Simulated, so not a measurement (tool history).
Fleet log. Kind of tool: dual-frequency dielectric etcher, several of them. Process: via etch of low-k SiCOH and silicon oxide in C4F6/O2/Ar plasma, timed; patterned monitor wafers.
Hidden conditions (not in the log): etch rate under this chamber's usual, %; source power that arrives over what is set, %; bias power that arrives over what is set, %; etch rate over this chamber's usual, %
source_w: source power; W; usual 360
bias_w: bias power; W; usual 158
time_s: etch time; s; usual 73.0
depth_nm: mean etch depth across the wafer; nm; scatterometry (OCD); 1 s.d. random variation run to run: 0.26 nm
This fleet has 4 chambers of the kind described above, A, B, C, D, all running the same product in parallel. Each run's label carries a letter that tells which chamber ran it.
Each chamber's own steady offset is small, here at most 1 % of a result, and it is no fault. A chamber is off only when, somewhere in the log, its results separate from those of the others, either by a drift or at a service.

run    day  source_w  bias_w  time_s  hours since the last wet clean  hours since the last source power generator calibration  hours since the last bias power generator calibration  read-back reference wafer on the same gauge, depth_nm  depth_nm
     0.158  -- chamber D: wet clean of the chamber
 1B  0.208       360     158    73.0                           225.3                                                   1600.3                                                   81.6                                                 182.97    188.71
 2A  0.358       360     158    73.0                           343.8                                                    300.9                                                  793.2                                                 182.98    187.47
 3D  0.538       360     158    73.0                             9.1                                                   2120.7                                                  240.3                                                 183.13    187.01
 4C  0.688       360     158    73.0                           187.7                                                    425.9                                                 4227.6                                                 183.15    189.69
 5C  0.975       360     158    73.0                           194.6                                                    432.8                                                 4234.5                                                 183.11    190.24
 6B  1.171       360     158    80.5                           248.4                                                   1623.4                                                  104.7                                                 183.25    208.71
 7D  1.367       360     158    80.5                            29.0                                                   2140.6                                                  260.2                                                 183.26    205.98
 8A  1.667       360     158    80.5                           375.2                                                    332.3                                                  824.6                                                 183.34    207.01
 9B  1.842       360     158    80.5                           264.5                                                   1639.5                                                  120.8                                                 183.35    208.18
10C  2.029       360     158    73.0                           219.9                                                    458.1                                                 4259.8                                                 183.41    190.10
11A  2.254       360     158    73.0                           389.3                                                    346.4                                                  838.7                                                 183.39    188.13
12D  2.421       390     158    73.0                            54.3                                                   2165.9                                                  285.5                                                 183.40    193.06
13D  2.675       390     158    73.0                            60.4                                                   2172.0                                                  291.6                                                 183.46    193.31
14C  2.838       390     158    73.0                           239.3                                                    477.5                                                 4279.2                                                 183.53    196.48
15A  3.100       390     158    73.0                           409.6                                                    366.7                                                  859.0                                                 183.57    194.15
16B  3.383       360     158    73.0                           301.5                                                   1676.5                                                  157.8                                                 183.60    189.80
17B  3.554       360     158    73.0                           305.6                                                   1680.6                                                  161.9                                                 183.63    189.20
18D  3.767       360     158    73.0                            86.6                                                   2198.2                                                  317.8                                                 183.62    187.78
19A  3.933       360     158    73.0                           429.6                                                    386.7                                                  879.0                                                 183.70    188.32
20C  4.100       360     158    73.0                           269.6                                                    507.8                                                 4309.5                                                 183.75    190.85
21A  4.258       360     158    73.0                           437.4                                                    394.5                                                  886.8                                                 183.80    188.05
     4.462  -- chamber B: wet clean of the chamber
22D  4.508       360     187    73.0                           104.4                                                   2216.0                                                  335.6                                                 183.79    198.51
23B  4.812       360     187    73.0                             8.4                                                   1710.8                                                  192.1                                                 183.79    200.43
24C  4.992       360     187    73.0                           291.0                                                    529.2                                                 4330.9                                                 183.92    201.20
25A  5.175       360     187    73.0                           459.4                                                    416.5                                                  908.8                                                 183.94    199.09
26C  5.350       360     158    73.0                           299.6                                                    537.8                                                 4339.5                                                 183.91    190.65
27B  5.592       360     158    73.0                            27.1                                                   1729.5                                                  210.8                                                 183.98    189.74
28D  5.775       360     158    73.0                           134.8                                                   2246.4                                                  366.0                                                 184.02    187.63

Next, every chamber runs the same settings. What will each give?
29A  6.008       360     136    73.0                                                                                                                                                                                                                ?
29B  6.008       360     136    73.0                                                                                                                                                                                                                ?
29C  6.008       360     136    73.0                                                                                                                                                                                                                ?
29D  6.008       360     136    73.0                                                                                                                                                                                                                ?

run  depth_nm
29A    180.09
29B    181.91
29C    182.09
29D    179.84
